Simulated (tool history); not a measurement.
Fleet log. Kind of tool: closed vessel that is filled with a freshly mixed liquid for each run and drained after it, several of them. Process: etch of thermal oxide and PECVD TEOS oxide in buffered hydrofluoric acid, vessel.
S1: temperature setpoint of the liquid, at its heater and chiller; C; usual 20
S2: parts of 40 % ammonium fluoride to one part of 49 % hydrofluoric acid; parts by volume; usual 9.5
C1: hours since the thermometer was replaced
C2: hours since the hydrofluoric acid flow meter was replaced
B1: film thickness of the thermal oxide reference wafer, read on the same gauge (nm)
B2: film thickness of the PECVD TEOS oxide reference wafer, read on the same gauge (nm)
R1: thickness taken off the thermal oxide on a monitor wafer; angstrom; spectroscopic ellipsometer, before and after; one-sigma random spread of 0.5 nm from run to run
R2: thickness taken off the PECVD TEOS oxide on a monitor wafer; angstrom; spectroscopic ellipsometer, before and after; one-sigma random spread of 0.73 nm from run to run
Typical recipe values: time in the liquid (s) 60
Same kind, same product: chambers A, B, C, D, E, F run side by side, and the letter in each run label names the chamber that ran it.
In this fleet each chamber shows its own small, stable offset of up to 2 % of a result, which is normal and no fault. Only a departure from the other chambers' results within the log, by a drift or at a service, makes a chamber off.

{"run": "1E", "hour": 3.6, "S1": 20, "S2": 9.5, "time in the liquid (s)": 60, "C1": 592.9, "C2": 1305.9, "B1": 30.014, "B2": 80.029, "R1": 584.89, "R2": 1487.3}
{"run": "2D", "hour": 11.2, "S1": 20, "S2": 9.5, "time in the liquid (s)": 60, "C1": 1674.5, "C2": 475, "B1": 30.017, "B2": 80.004, "R1": 585.93, "R2": 1514.4}
{"hour": 15.5, "done": "chamber A: hydrofluoric acid flow meter replaced"}
{"run": "3F", "hour": 17.7, "S1": 20, "S2": 9.5, "time in the liquid (s)": 60, "C1": 2564, "C2": 780.3, "B1": 30.027, "B2": 80.004, "R1": 594.97, "R2": 1525.9}
{"run": "4C", "hour": 21.9, "S1": 20, "S2": 9.5, "time in the liquid (s)": 60, "C1": 378.2, "C2": 78.8, "B1": 29.989, "B2": 80.006, "R1": 581.08, "R2": 1554.6}
{"run": "5B", "hour": 28.1, "S1": 20, "S2": 9.5, "time in the liquid (s)": 60, "C1": 552.9, "C2": 1509.9, "B1": 30.029, "B2": 80.005, "R1": 591.91, "R2": 1529.8}
{"run": "6A", "hour": 35.0, "S1": 20, "S2": 9.5, "time in the liquid (s)": 60, "C1": 1640.6, "C2": 19.6, "B1": 30.024, "B2": 80.021, "R1": 591.88, "R2": 1484.2}
{"run": "7C", "hour": 39.0, "S1": 20, "S2": 9.5, "time in the liquid (s)": 60, "C1": 395.3, "C2": 95.9, "B1": 30.004, "B2": 79.999, "R1": 582.11, "R2": 1541.2}
{"hour": 40.3, "done": "chamber D: hydrofluoric acid flow meter replaced"}
{"run": "8A", "hour": 43.7, "S1": 20, "S2": 9.5, "time in the liquid (s)": 75, "C1": 1649.3, "C2": 28.3, "B1": 30.014, "B2": 80.027, "R1": 724.52, "R2": 1871.3}
{"run": "9F", "hour": 48.3, "S1": 20, "S2": 9.5, "time in the liquid (s)": 75, "C1": 2594.6, "C2": 810.9, "B1": 30.011, "B2": 80, "R1": 728.48, "R2": 1907.9}
{"run": "10B", "hour": 52.8, "S1": 20, "S2": 9.5, "time in the liquid (s)": 75, "C1": 577.6, "C2": 1534.6, "B1": 29.996, "B2": 80.007, "R1": 743.97, "R2": 1911.2}
{"run": "11D", "hour": 56.5, "S1": 20, "S2": 9.5, "time in the liquid (s)": 75, "C1": 1719.8, "C2": 16.3, "B1": 30.019, "B2": 80.008, "R1": 745.66, "R2": 1905.9}
{"run": "12E", "hour": 63.4, "S1": 20, "S2": 9.5, "time in the liquid (s)": 75, "C1": 652.7, "C2": 1365.7, "B1": 29.987, "B2": 80.007, "R1": 724.55, "R2": 1883.9}
{"run": "13C", "hour": 70.7, "S1": 20, "S2": 9.5, "time in the liquid (s)": 75, "C1": 427, "C2": 127.6, "B1": 29.965, "B2": 79.986, "R1": 746.39, "R2": 1938.5}
{"run": "14A", "hour": 74.9, "S1": 25, "S2": 9.5, "time in the liquid (s)": 60, "C1": 1680.5, "C2": 59.5, "B1": 30.013, "B2": 79.993, "R1": 772.61, "R2": 1966}
{"run": "15D", "hour": 80.2, "S1": 25, "S2": 9.5, "time in the liquid (s)": 60, "C1": 1743.5, "C2": 40, "B1": 29.994, "B2": 80.025, "R1": 788.55, "R2": 2014.6}
{"run": "16E", "hour": 87.2, "S1": 25, "S2": 9.5, "time in the liquid (s)": 60, "C1": 676.5, "C2": 1389.5, "B1": 29.994, "B2": 80.005, "R1": 773.17, "R2": 1987.3}
{"run": "17B", "hour": 90.6, "S1": 25, "S2": 9.5, "time in the liquid (s)": 60, "C1": 615.4, "C2": 1572.4, "B1": 30.005, "B2": 79.998, "R1": 784.4, "R2": 2014.9}
{"run": "18F", "hour": 95.5, "S1": 25, "S2": 9.5, "time in the liquid (s)": 60, "C1": 2641.8, "C2": 858.1, "B1": 30.003, "B2": 80.023, "R1": 768.3, "R2": 2005.1}
{"hour": 101.7, "done": "chamber F: hydrofluoric acid flow meter replaced"}
{"run": "19E", "hour": 103.4, "S1": 25, "S2": 9.5, "time in the liquid (s)": 60, "C1": 692.7, "C2": 1405.7, "B1": 30.025, "B2": 80.006, "R1": 781.9, "R2": 1973.8}
{"run": "20B", "hour": 108.6, "S1": 20, "S2": 9.5, "time in the liquid (s)": 60, "C1": 633.4, "C2": 1590.4, "B1": 30.005, "B2": 80.002, "R1": 590.19, "R2": 1539}
{"run": "21F", "hour": 114.7, "S1": 20, "S2": 12, "time in the liquid (s)": 80, "C1": 2661, "C2": 13, "B1": 30.014, "B2": 79.991, "R1": 645.97, "R2": 1651}
{"run": "22D", "hour": 118.6, "S1": 20, "S2": 12, "time in the liquid (s)": 80, "C1": 1781.9, "C2": 78.4, "B1": 30.025, "B2": 80.006, "R1": 641.66, "R2": 1641.4}
{"run": "23A", "hour": 125.4, "S1": 20, "S2": 12, "time in the liquid (s)": 80, "C1": 1731, "C2": 110, "B1": 30.031, "B2": 80.006, "R1": 627.2, "R2": 1593}
{"run": "24C", "hour": 131.1, "S1": 20, "S2": 12, "time in the liquid (s)": 80, "C1": 487.4, "C2": 188, "B1": 29.985, "B2": 80.004, "R1": 628.13, "R2": 1664.1}
{"run": "25D", "hour": 137.9, "S1": 20, "S2": 12, "time in the liquid (s)": 80, "C1": 1801.2, "C2": 97.7, "B1": 29.97, "B2": 80, "R1": 641.63, "R2": 1621.5}
{"run": "26A", "hour": 142.4, "S1": 20, "S2": 12, "time in the liquid (s)": 80, "C1": 1748, "C2": 127, "B1": 30.023, "B2": 80.005, "R1": 623.56, "R2": 1609.8}
{"run": "27C", "hour": 146.2, "S1": 20, "S2": 9.5, "time in the liquid (s)": 60, "C1": 502.5, "C2": 203.1, "B1": 30.021, "B2": 79.978, "R1": 586.56, "R2": 1539.6}
{"run": "28B", "hour": 150.7, "S1": 20, "S2": 9.5, "time in the liquid (s)": 60, "C1": 675.5, "C2": 1632.5, "B1": 30.008, "B2": 79.997, "R1": 599.2, "R2": 1542}
{"run": "29F", "hour": 157.6, "S1": 20, "S2": 9.5, "time in the liquid (s)": 35, "C1": 2703.9, "C2": 55.9, "B1": 29.991, "B2": 79.986, "R1": 344.95, "R2": 896.94}
{"run": "30E", "hour": 165.0, "S1": 20, "S2": 9.5, "time in the liquid (s)": 35, "C1": 754.3, "C2": 1467.3, "B1": 30.012, "B2": 80.007, "R1": 342.38, "R2": 882.54}
{"run": "31C", "hour": 170.5, "S1": 20, "S2": 9.5, "time in the liquid (s)": 35, "C1": 526.8, "C2": 227.4, "B1": 30.008, "B2": 79.978, "R1": 342.82, "R2": 898.84}
{"run": "32F", "hour": 175.0, "S1": 20, "S2": 9.5, "time in the liquid (s)": 35, "C1": 2721.3, "C2": 73.3, "B1": 29.965, "B2": 79.976, "R1": 350.91, "R2": 895.34}
{"run": "33D", "hour": 180.7, "S1": 20, "S2": 9.5, "time in the liquid (s)": 35, "C1": 1844, "C2": 140.5, "B1": 30.022, "B2": 80, "R1": 347.46, "R2": 891.19}
{"run": "34E", "hour": 188.6, "S1": 20, "S2": 9.5, "time in the liquid (s)": 35, "C1": 777.9, "C2": 1490.9, "B1": 30.023, "B2": 80.009, "R1": 344.85, "R2": 867.86}
{"run": "35B", "hour": 195.8, "S1": 17, "S2": 9.5, "time in the liquid (s)": 85, "C1": 720.6, "C2": 1677.6, "B1": 30.032, "B2": 80.017, "R1": 715.08, "R2": 1834.8}
{"run": "36A", "hour": 201.2, "S1": 17, "S2": 9.5, "time in the liquid (s)": 85, "C1": 1806.8, "C2": 185.8, "B1": 29.987, "B2": 80.03, "R1": 704.87, "R2": 1788.5}
{"run": "37E", "hour": 207.5, "S1": 17, "S2": 9.5, "time in the liquid (s)": 85, "C1": 796.8, "C2": 1509.8, "B1": 29.993, "B2": 80.028, "R1": 700.75, "R2": 1795.9}
{"run": "38C", "hour": 213.3, "S1": 17, "S2": 9.5, "time in the liquid (s)": 85, "C1": 569.6, "C2": 270.2, "B1": 29.999, "B2": 80.015, "R1": 710.22, "R2": 1844.5}
{"hour": 219.2, "done": "chamber F: thermometer replaced"}
{"run": "39B", "hour": 219.3, "S1": 17, "S2": 9.5, "time in the liquid (s)": 85, "C1": 744.1, "C2": 1701.1, "B1": 29.977, "B2": 80.029, "R1": 698.85, "R2": 1832.3}
{"run": "40D", "hour": 224.9, "S1": 17, "S2": 9.5, "time in the liquid (s)": 85, "C1": 1888.2, "C2": 184.7, "B1": 30.016, "B2": 80.014, "R1": 713.94, "R2": 1820.7}
{"run": "41A", "hour": 232.1, "S1": 20, "S2": 9.5, "time in the liquid (s)": 60, "C1": 1837.7, "C2": 216.7, "B1": 30.037, "B2": 80.014, "R1": 587.54, "R2": 1494.3}
{"run": "42F", "hour": 236.7, "S1": 20, "S2": 9.5, "time in the liquid (s)": 60, "C1": 17.6, "C2": 135, "B1": 29.991, "B2": 79.998, "R1": 596.45, "R2": 1526.6}
{"run": "43E", "hour": 242.3, "S1": 20, "S2": 9.5, "time in the liquid (s)": 60, "C1": 831.6, "C2": 1544.6, "B1": 29.975, "B2": 79.998, "R1": 585.56, "R2": 1502.5}

Is one chamber out of step, is the gauge drifting, or do the chambers differ by no more than their own small offsets? For an off chamber, give its letter and the likeliest cause.

Beyond each chamber's small constant offset nothing stands out, and the gauge stays steady.

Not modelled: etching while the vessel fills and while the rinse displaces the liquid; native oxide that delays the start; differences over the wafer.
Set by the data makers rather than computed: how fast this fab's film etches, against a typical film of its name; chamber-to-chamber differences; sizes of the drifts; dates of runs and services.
